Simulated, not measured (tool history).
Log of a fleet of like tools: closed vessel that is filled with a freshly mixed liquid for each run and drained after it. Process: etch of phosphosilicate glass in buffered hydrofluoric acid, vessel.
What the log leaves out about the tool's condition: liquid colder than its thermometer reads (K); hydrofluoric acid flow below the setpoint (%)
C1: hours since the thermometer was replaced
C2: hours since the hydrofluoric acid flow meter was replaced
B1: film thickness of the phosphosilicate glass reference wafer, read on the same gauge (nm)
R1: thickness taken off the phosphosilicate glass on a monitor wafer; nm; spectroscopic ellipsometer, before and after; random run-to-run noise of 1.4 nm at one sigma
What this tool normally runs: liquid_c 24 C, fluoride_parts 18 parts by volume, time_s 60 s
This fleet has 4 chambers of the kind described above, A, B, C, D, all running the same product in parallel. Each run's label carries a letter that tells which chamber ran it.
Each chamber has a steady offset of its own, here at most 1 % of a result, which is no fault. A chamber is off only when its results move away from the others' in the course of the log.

run 1C day=0.279 | liquid_c=24 fluoride_parts=18 time_s=60 | C1=1457.1 C2=1278.7 | B1=119.99 | R1=169.23
run 2B day=0.796 | liquid_c=24 fluoride_parts=18 time_s=60 | C1=2755.1 C2=161.9 | B1=120 | R1=175.33
run 3D day=1.071 | liquid_c=24 fluoride_parts=18 time_s=60 | C1=1248.8 C2=123.8 | B1=120.02 | R1=173.58
run 4A day=1.404 | liquid_c=24 fluoride_parts=18 time_s=60 | C1=1911.2 C2=233.6 | B1=120 | R1=170.62
run 5C day=1.838 | liquid_c=24 fluoride_parts=22.5 time_s=45 | C1=1494.5 C2=1316.1 | B1=119.98 | R1=106.55
run 6B day=2.346 | liquid_c=24 fluoride_parts=22.5 time_s=45 | C1=2792.3 C2=199.1 | B1=120 | R1=107.45
-- day=2.596 chamber B: thermometer replaced
run 7D day=2.779 | liquid_c=24 fluoride_parts=22.5 time_s=45 | C1=1289.8 C2=164.8 | B1=120.02 | R1=108.05
run 8A day=3.121 | liquid_c=24 fluoride_parts=22.5 time_s=45 | C1=1952.4 C2=274.8 | B1=119.98 | R1=107.72
run 9B day=3.662 | liquid_c=24 fluoride_parts=18 time_s=60 | C1=25.6 C2=230.7 | B1=120.01 | R1=173.5
run 10A day=4.004 | liquid_c=24 fluoride_parts=18 time_s=60 | C1=1973.6 C2=296 | B1=119.99 | R1=172.84
run 11D day=4.325 | liquid_c=26.5 fluoride_parts=18 time_s=90 | C1=1326.9 C2=201.9 | B1=120.01 | R1=298.05
run 12C day=4.883 | liquid_c=26.5 fluoride_parts=18 time_s=90 | C1=1567.6 C2=1389.2 | B1=119.99 | R1=290.83
run 13C day=5.433 | liquid_c=26.5 fluoride_parts=18 time_s=90 | C1=1580.8 C2=1402.4 | B1=120 | R1=293.24
run 14A day=5.95 | liquid_c=26.5 fluoride_parts=18 time_s=90 | C1=2020.3 C2=342.7 | B1=119.98 | R1=295.91
run 15B day=6.388 | liquid_c=24 fluoride_parts=11 time_s=60 | C1=91 C2=296.1 | B1=120 | R1=278.4
run 16D day=6.742 | liquid_c=24 fluoride_parts=11 time_s=60 | C1=1384.9 C2=259.9 | B1=120.02 | R1=279.11
run 17A day=7.075 | liquid_c=24 fluoride_parts=11 time_s=60 | C1=2047.3 C2=369.7 | B1=120.03 | R1=268.45
run 18D day=7.325 | liquid_c=24 fluoride_parts=11 time_s=60 | C1=1398.9 C2=273.9 | B1=119.99 | R1=281.13
run 19C day=7.796 | liquid_c=27 fluoride_parts=18 time_s=75 | C1=1637.5 C2=1459.1 | B1=119.99 | R1=247.08
run 20B day=8.317 | liquid_c=27 fluoride_parts=18 time_s=75 | C1=137.3 C2=342.4 | B1=120.04 | R1=252.68
run 21A day=8.708 | liquid_c=27 fluoride_parts=18 time_s=75 | C1=2086.5 C2=408.9 | B1=120 | R1=245.38
run 22B day=9.008 | liquid_c=27 fluoride_parts=18 time_s=75 | C1=153.9 C2=359 | B1=119.99 | R1=254.73
run 23C day=9.292 | liquid_c=21.5 fluoride_parts=18 time_s=75 | C1=1673.4 C2=1495 | B1=120.01 | R1=188.59
run 24D day=9.779 | liquid_c=21.5 fluoride_parts=18 time_s=75 | C1=1457.8 C2=332.8 | B1=119.97 | R1=188.17
run 25C day=10.304 | liquid_c=21.5 fluoride_parts=18 time_s=75 | C1=1697.7 C2=1519.3 | B1=120.01 | R1=184.6
run 26D day=10.725 | liquid_c=21.5 fluoride_parts=18 time_s=75 | C1=1480.5 C2=355.5 | B1=119.98 | R1=188.67
run 27B day=11.267 | liquid_c=24 fluoride_parts=18 time_s=60 | C1=208.1 C2=413.2 | B1=120 | R1=173.35
run 28A day=11.658 | liquid_c=24 fluoride_parts=18 time_s=60 | C1=2157.3 C2=479.7 | B1=120.03 | R1=159.39
run 29D day=11.917 | liquid_c=19.5 fluoride_parts=13 time_s=60 | C1=1509.1 C2=384.1 | B1=120.02 | R1=185.08
run 30A day=12.292 | liquid_c=19.5 fluoride_parts=13 time_s=60 | C1=2172.5 C2=494.9 | B1=119.99 | R1=169.93
run 31B day=12.554 | liquid_c=19.5 fluoride_parts=13 time_s=60 | C1=239 C2=444.1 | B1=119.99 | R1=184.62
-- day=12.783 chamber A: thermometer replaced
run 32C day=13.042 | liquid_c=19.5 fluoride_parts=13 time_s=60 | C1=1763.4 C2=1585 | B1=119.98 | R1=183.17
run 33B day=13.479 | liquid_c=24 fluoride_parts=18 time_s=60 | C1=261.2 C2=466.3 | B1=119.98 | R1=173.92
run 34A day=13.842 | liquid_c=24 fluoride_parts=18 time_s=60 | C1=25.4 C2=532.1 | B1=120.01 | R1=159.59
run 35C day=14.35 | liquid_c=24 fluoride_parts=18 time_s=60 | C1=1794.8 C2=1616.4 | B1=120.01 | R1=173.06

Read the log: is a single chamber off, either drifting away or since a service, is the gauge that measures every chamber drifting, or is nothing wrong beyond small per-chamber offsets? Name any odd chamber and what most likely caused it.

Chamber A drifts away from the others.
Cause: hydrofluoric acid flow below the setpoint (%) = 8.97.

Here are 4 candidates for chamber A's next run, each the usual settings with a change, their results left as question marks. Which one brings its results back in line with what the others give on the usual settings?
Counts as in line when no further than this from what the other chambers average on the usual settings: R1 5 nm
run 36A-1 day=14.746 | liquid_c=24 fluoride_parts=17.5 time_s=60 | R1=?
run 36A-2 day=14.746 | liquid_c=25.5 fluoride_parts=18 time_s=60 | R1=?
run 36A-3 day=14.746 | liquid_c=24 fluoride_parts=18 time_s=55 | R1=?
run 36A-4 day=14.746 | liquid_c=24 fluoride_parts=19 time_s=60 | R1=?

Mean of the other chambers on the usual settings: R1 171.82 nm
run=36A-1 R1=161.75
run=36A-2 R1=170.69
run=36A-3 R1=144.19
run=36A-4 R1=151.02
36A-2 puts the chamber back in line with the other chambers.

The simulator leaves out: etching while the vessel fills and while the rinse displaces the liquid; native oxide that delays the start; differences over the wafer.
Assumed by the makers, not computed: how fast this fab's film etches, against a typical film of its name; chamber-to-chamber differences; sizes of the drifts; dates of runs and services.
